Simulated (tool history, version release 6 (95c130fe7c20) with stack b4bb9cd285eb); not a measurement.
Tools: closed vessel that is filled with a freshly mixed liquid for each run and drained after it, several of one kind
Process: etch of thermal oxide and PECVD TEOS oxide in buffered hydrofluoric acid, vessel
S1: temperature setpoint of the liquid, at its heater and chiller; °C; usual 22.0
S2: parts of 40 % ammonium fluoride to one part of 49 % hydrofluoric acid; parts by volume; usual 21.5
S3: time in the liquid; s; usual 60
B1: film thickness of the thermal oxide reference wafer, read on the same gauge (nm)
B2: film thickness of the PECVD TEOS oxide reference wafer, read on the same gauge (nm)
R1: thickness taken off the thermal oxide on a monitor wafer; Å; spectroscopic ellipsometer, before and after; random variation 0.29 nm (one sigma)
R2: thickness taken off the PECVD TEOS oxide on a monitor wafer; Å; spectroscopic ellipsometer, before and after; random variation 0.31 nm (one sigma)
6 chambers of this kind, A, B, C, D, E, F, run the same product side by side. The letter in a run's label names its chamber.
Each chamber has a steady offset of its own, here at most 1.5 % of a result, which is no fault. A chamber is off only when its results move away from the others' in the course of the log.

At hour 2.0: chamber D: thermometer replaced.
Run 1B, hour 8.7: usual settings; B1 29.967; B2 99.992. Result: R1 312.34 Å, R2 611.42 Å.
Run 2C, hour 16.9: usual settings; B1 29.989; B2 100.030. Result: R1 318.70 Å, R2 612.34 Å.
Run 3D, hour 26.0: usual settings; B1 29.992; B2 99.981. Result: R1 310.80 Å, R2 621.39 Å.
Run 4A, hour 34.9: usual settings; B1 29.988; B2 100.040. Result: R1 313.20 Å, R2 618.11 Å.
Run 5F, hour 45.1: usual settings; B1 30.038; B2 100.020. Result: R1 308.82 Å, R2 617.95 Å.
Run 6E, hour 55.4: usual settings; B1 29.997; B2 100.020. Result: R1 317.30 Å, R2 614.48 Å.
Run 7F, hour 61.4: usual settings; B1 30.009; B2 100.050. Result: R1 313.84 Å, R2 621.69 Å.
At hour 64.0: chamber F: hydrofluoric acid flow meter replaced.
Run 8A, hour 68.8: usual settings but S2 28.5 parts by volume, S3 45 s; B1 29.968; B2 99.983. Result: R1 193.49 Å, R2 382.16 Å.
Run 9C, hour 73.7: usual settings but S2 28.5 parts by volume, S3 45 s; B1 29.987; B2 100.040. Result: R1 193.07 Å, R2 383.57 Å.
Run 10E, hour 82.8: usual settings but S2 28.5 parts by volume, S3 45 s; B1 30.014; B2 99.978. Result: R1 193.51 Å, R2 382.44 Å.
Run 11D, hour 89.2: usual settings but S2 28.5 parts by volume, S3 45 s; B1 29.962; B2 99.974. Result: R1 187.38 Å, R2 382.91 Å.
Run 12B, hour 95.0: usual settings but S2 28.5 parts by volume, S3 45 s; B1 30.004; B2 99.968. Result: R1 193.84 Å, R2 381.32 Å.
Run 13A, hour 106.4: usual settings but S2 28.5 parts by volume, S3 45 s; B1 30.022; B2 99.984. Result: R1 193.44 Å, R2 379.26 Å.
Run 14D, hour 112.5: usual settings but S2 27.0 parts by volume, S3 35 s; B1 29.962; B2 99.958. Result: R1 152.97 Å, R2 308.93 Å.
Run 15E, hour 120.5: usual settings but S2 27.0 parts by volume, S3 35 s; B1 30.027; B2 100.000. Result: R1 154.24 Å, R2 310.68 Å.
Run 16B, hour 130.9: usual settings but S2 27.0 parts by volume, S3 35 s; B1 29.968; B2 100.030. Result: R1 157.16 Å, R2 306.38 Å.
Run 17F, hour 137.3: usual settings but S2 27.0 parts by volume, S3 35 s; B1 29.991; B2 100.040. Result: R1 159.10 Å, R2 311.28 Å.
Run 18C, hour 142.7: usual settings but S2 27.0 parts by volume, S3 35 s; B1 30.015; B2 99.982. Result: R1 157.61 Å, R2 308.48 Å.
Run 19B, hour 153.4: usual settings but S2 27.0 parts by volume, S3 35 s; B1 29.963; B2 99.956. Result: R1 155.00 Å, R2 307.43 Å.
Run 20A, hour 162.2: usual settings; B1 30.005; B2 99.980. Result: R1 311.76 Å, R2 615.04 Å.
Run 21E, hour 170.7: usual settings but S1 24.5 °C, S3 30 s; B1 29.986; B2 99.979. Result: R1 179.10 Å, R2 356.54 Å.
Run 22D, hour 177.2: usual settings but S1 24.5 °C, S3 30 s; B1 30.001; B2 100.000. Result: R1 177.49 Å, R2 355.08 Å.
Run 23F, hour 185.1: usual settings but S1 24.5 °C, S3 30 s; B1 29.970; B2 100.020. Result: R1 178.98 Å, R2 355.89 Å.
Run 24C, hour 195.2: usual settings but S1 24.5 °C, S3 30 s; B1 29.975; B2 99.967. Result: R1 181.02 Å, R2 354.02 Å.
Run 25E, hour 205.8: usual settings but S1 24.5 °C, S3 30 s; B1 30.010; B2 99.991. Result: R1 178.86 Å, R2 353.68 Å.
Run 26C, hour 212.9: usual settings but S1 24.5 °C, S3 30 s; B1 29.980; B2 100.030. Result: R1 178.36 Å, R2 355.15 Å.
Run 27F, hour 222.4: usual settings; B1 29.995; B2 99.981. Result: R1 312.81 Å, R2 616.50 Å.
At hour 227.2: chamber F: thermometer replaced.
Run 28B, hour 233.3: usual settings but S1 26.5 °C, S2 27.5 parts by volume; B1 29.965; B2 100.010. Result: R1 335.36 Å, R2 666.24 Å.
Run 29A, hour 238.6: usual settings but S1 26.5 °C, S2 27.5 parts by volume; B1 29.984; B2 100.030. Result: R1 333.24 Å, R2 670.82 Å.
Run 30D, hour 245.8: usual settings but S1 26.5 °C, S2 27.5 parts by volume; B1 30.009; B2 100.040. Result: R1 332.60 Å, R2 664.34 Å.
At hour 248.7: chamber E: hydrofluoric acid flow meter replaced.
Run 31E, hour 254.2: usual settings but S1 26.5 °C, S2 27.5 parts by volume; B1 29.995; B2 100.020. Result: R1 340.34 Å, R2 674.16 Å.
Run 32C, hour 260.5: usual settings but S1 26.5 °C, S2 27.5 parts by volume; B1 29.937; B2 99.960. Result: R1 338.66 Å, R2 665.61 Å.
Run 33D, hour 265.9: usual settings but S1 26.5 °C, S2 27.5 parts by volume; B1 30.008; B2 100.030. Result: R1 327.33 Å, R2 668.07 Å.
Run 34F, hour 275.4: usual settings; B1 29.999; B2 99.983. Result: R1 306.48 Å, R2 618.82 Å.
Run 35B, hour 286.0: usual settings; B1 29.969; B2 100.030. Result: R1 312.99 Å, R2 615.29 Å.
At hour 287.0: chamber B: thermometer replaced.
Run 36A, hour 296.6: usual settings; B1 29.976; B2 100.050. Result: R1 312.99 Å, R2 616.04 Å.
Run 37A, hour 305.6: usual settings; B1 29.986; B2 100.000. Result: R1 314.18 Å, R2 624.10 Å.
Run 38F, hour 315.6: usual settings; B1 29.983; B2 100.030. Result: R1 310.01 Å, R2 612.25 Å.
Run 39C, hour 322.1: usual settings; B1 29.996; B2 99.966. Result: R1 312.21 Å, R2 615.59 Å.
Run 40E, hour 327.2: usual settings; B1 30.013; B2 100.050. Result: R1 316.35 Å, R2 619.64 Å.
Run 41D, hour 335.6: usual settings; B1 29.984; B2 99.992. Result: R1 307.31 Å, R2 616.75 Å.
Run 42B, hour 342.6: usual settings; B1 29.992; B2 100.000. Result: R1 313.42 Å, R2 619.60 Å.
Run 43D, hour 349.7: usual settings; B1 29.988; B2 99.995. Result: R1 310.43 Å, R2 614.26 Å.

All 6 chambers run these settings next. Forecast each chamber's results:
Run 44A, hour 357.8: usual settings. Result: R1 ?, R2 ?.
Run 44B, hour 357.8: usual settings. Result: R1 ?, R2 ?.
Run 44C, hour 357.8: usual settings. Result: R1 ?, R2 ?.
Run 44D, hour 357.8: usual settings. Result: R1 ?, R2 ?.
Run 44E, hour 357.8: usual settings. Result: R1 ?, R2 ?.
Run 44F, hour 357.8: usual settings. Result: R1 ?, R2 ?.

run      R1      R2
44A  318.50  618.37
44B  313.61  618.60
44C  312.40  615.15
44D  304.28  616.83
44E  316.63  621.15
44F  309.93  622.71

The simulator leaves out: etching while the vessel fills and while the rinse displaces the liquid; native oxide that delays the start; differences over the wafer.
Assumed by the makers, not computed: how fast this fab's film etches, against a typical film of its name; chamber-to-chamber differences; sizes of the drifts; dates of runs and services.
